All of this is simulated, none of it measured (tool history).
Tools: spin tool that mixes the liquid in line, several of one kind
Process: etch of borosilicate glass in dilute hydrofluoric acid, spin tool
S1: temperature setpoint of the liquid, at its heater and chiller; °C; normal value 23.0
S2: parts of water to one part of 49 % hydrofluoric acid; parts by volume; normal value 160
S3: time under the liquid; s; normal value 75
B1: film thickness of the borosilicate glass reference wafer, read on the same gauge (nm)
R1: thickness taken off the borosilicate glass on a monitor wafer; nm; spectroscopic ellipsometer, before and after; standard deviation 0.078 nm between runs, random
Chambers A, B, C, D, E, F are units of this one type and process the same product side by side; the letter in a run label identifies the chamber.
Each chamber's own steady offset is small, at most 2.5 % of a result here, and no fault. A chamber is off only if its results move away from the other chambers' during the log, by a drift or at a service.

run 1F hour=6.2 | S1=23.0 S2=160 S3=75 | B1=29.997 | R1=13.8860
run 2D hour=10.4 | S1=23.0 S2=160 S3=75 | B1=29.981 | R1=13.6980
run 3C hour=17.4 | S1=23.0 S2=160 S3=75 | B1=29.995 | R1=13.7820
run 4B hour=24.4 | S1=23.0 S2=160 S3=75 | B1=29.993 | R1=13.6970
run 5E hour=33.2 | S1=19.5 S2=160 S3=55 | B1=30.001 | R1=8.9427
run 6A hour=40.7 | S1=19.5 S2=160 S3=55 | B1=30.008 | R1=9.0193
run 7B hour=45.4 | S1=19.5 S2=160 S3=55 | B1=29.983 | R1=8.7214
run 8C hour=52.6 | S1=19.5 S2=160 S3=55 | B1=29.997 | R1=8.9168
run 9A hour=58.0 | S1=19.5 S2=160 S3=55 | B1=30.002 | R1=8.9777
run 10D hour=62.4 | S1=19.5 S2=160 S3=55 | B1=30.009 | R1=8.8202
run 11E hour=72.1 | S1=23.0 S2=160 S3=75 | B1=29.991 | R1=13.8260
run 12F hour=77.7 | S1=23.0 S2=160 S3=75 | B1=30.009 | R1=13.7200
run 13F hour=87.0 | S1=23.0 S2=160 S3=75 | B1=30.006 | R1=13.8830
run 14A hour=96.4 | S1=23.0 S2=160 S3=75 | B1=30.010 | R1=14.1450
run 15B hour=106.0 | S1=23.0 S2=160 S3=75 | B1=29.995 | R1=13.5870
run 16E hour=111.3 | S1=23.0 S2=160 S3=75 | B1=30.031 | R1=13.7680
run 17D hour=118.6 | S1=23.0 S2=160 S3=75 | B1=29.996 | R1=13.7880
run 18C hour=123.8 | S1=23.0 S2=160 S3=75 | B1=30.011 | R1=13.8720
-- hour=125.0 chamber F: thermometer replaced
run 19D hour=130.2 | S1=23.0 S2=160 S3=75 | B1=30.004 | R1=13.8080
run 20F hour=135.8 | S1=23.0 S2=160 S3=75 | B1=29.983 | R1=13.8020
run 21B hour=141.5 | S1=23.0 S2=160 S3=75 | B1=29.994 | R1=13.7920
run 22A hour=150.8 | S1=23.0 S2=160 S3=75 | B1=30.011 | R1=14.1120
run 23C hour=159.9 | S1=23.0 S2=160 S3=75 | B1=29.977 | R1=13.9000
-- hour=163.4 chamber B: thermometer replaced
run 24E hour=167.4 | S1=23.0 S2=160 S3=75 | B1=29.990 | R1=13.5650
run 25B hour=174.5 | S1=23.0 S2=160 S3=75 | B1=30.007 | R1=13.5890
run 26D hour=179.4 | S1=23.0 S2=160 S3=75 | B1=29.989 | R1=13.7500
run 27E hour=187.5 | S1=23.0 S2=160 S3=75 | B1=30.002 | R1=13.4800
run 28A hour=191.9 | S1=23.0 S2=235 S3=50 | B1=29.992 | R1=5.9761
run 29F hour=196.3 | S1=23.0 S2=235 S3=50 | B1=30.005 | R1=5.7838
run 30C hour=202.0 | S1=23.0 S2=235 S3=50 | B1=30.006 | R1=5.8590
run 31B hour=208.9 | S1=23.0 S2=235 S3=50 | B1=29.990 | R1=5.7538
run 32E hour=213.3 | S1=23.0 S2=235 S3=50 | B1=29.993 | R1=5.5582
run 33F hour=222.7 | S1=23.0 S2=235 S3=50 | B1=30.008 | R1=5.7954
run 34A hour=230.7 | S1=23.0 S2=160 S3=75 | B1=30.015 | R1=14.1020
-- hour=235.6 chamber D: thermometer replaced
run 35C hour=239.4 | S1=23.0 S2=160 S3=75 | B1=30.008 | R1=13.8010
run 36D hour=246.2 | S1=23.0 S2=160 S3=75 | B1=30.007 | R1=13.7390
run 37E hour=252.2 | S1=23.0 S2=160 S3=75 | B1=29.990 | R1=13.1210
run 38D hour=260.0 | S1=23.0 S2=160 S3=75 | B1=29.984 | R1=13.7270
run 39B hour=269.0 | S1=23.0 S2=160 S3=75 | B1=30.014 | R1=13.7040
run 40C hour=273.9 | S1=23.0 S2=160 S3=75 | B1=29.987 | R1=13.8260
run 41F hour=280.3 | S1=25.0 S2=195 S3=75 | B1=30.001 | R1=11.7390

Has any chamber moved away from the others, gradually or after a service, or does the common gauge drift, or do the chambers differ only by their own small steady offsets? State the chamber and the most likely cause if one applies.

One chamber, E, drifts off from the rest bit by bit.
What lies behind it: hydrofluoric acid flow below the setpoint (%) = 5.05.
The log might look much the same if the cause were instead: liquid colder than its thermometer reads (K).

Chamber E could run next with any of the 4 candidate recipes listed below; each alters the usual settings, and their results appear as question marks. Which one brings its results back in line with what the other chambers deliver on the usual settings?
In line means no further than this from the other chambers' mean on the usual settings: R1 0.2700 nm
run 42E-1 hour=287.2 | S1=23.0 S2=160 S3=80 | R1=?
run 42E-2 hour=287.2 | S1=20.0 S2=160 S3=75 | R1=?
run 42E-3 hour=287.2 | S1=21.5 S2=160 S3=75 | R1=?
run 42E-4 hour=287.2 | S1=23.0 S2=160 S3=85 | R1=?

The mean the other chambers reach with the usual settings: R1 13.8530 nm
run=42E-1 R1=13.9100
run=42E-2 R1=11.6090
run=42E-3 R1=12.3090
run=42E-4 R1=14.7790
With 42E-1, the chamber falls back in line with the rest.

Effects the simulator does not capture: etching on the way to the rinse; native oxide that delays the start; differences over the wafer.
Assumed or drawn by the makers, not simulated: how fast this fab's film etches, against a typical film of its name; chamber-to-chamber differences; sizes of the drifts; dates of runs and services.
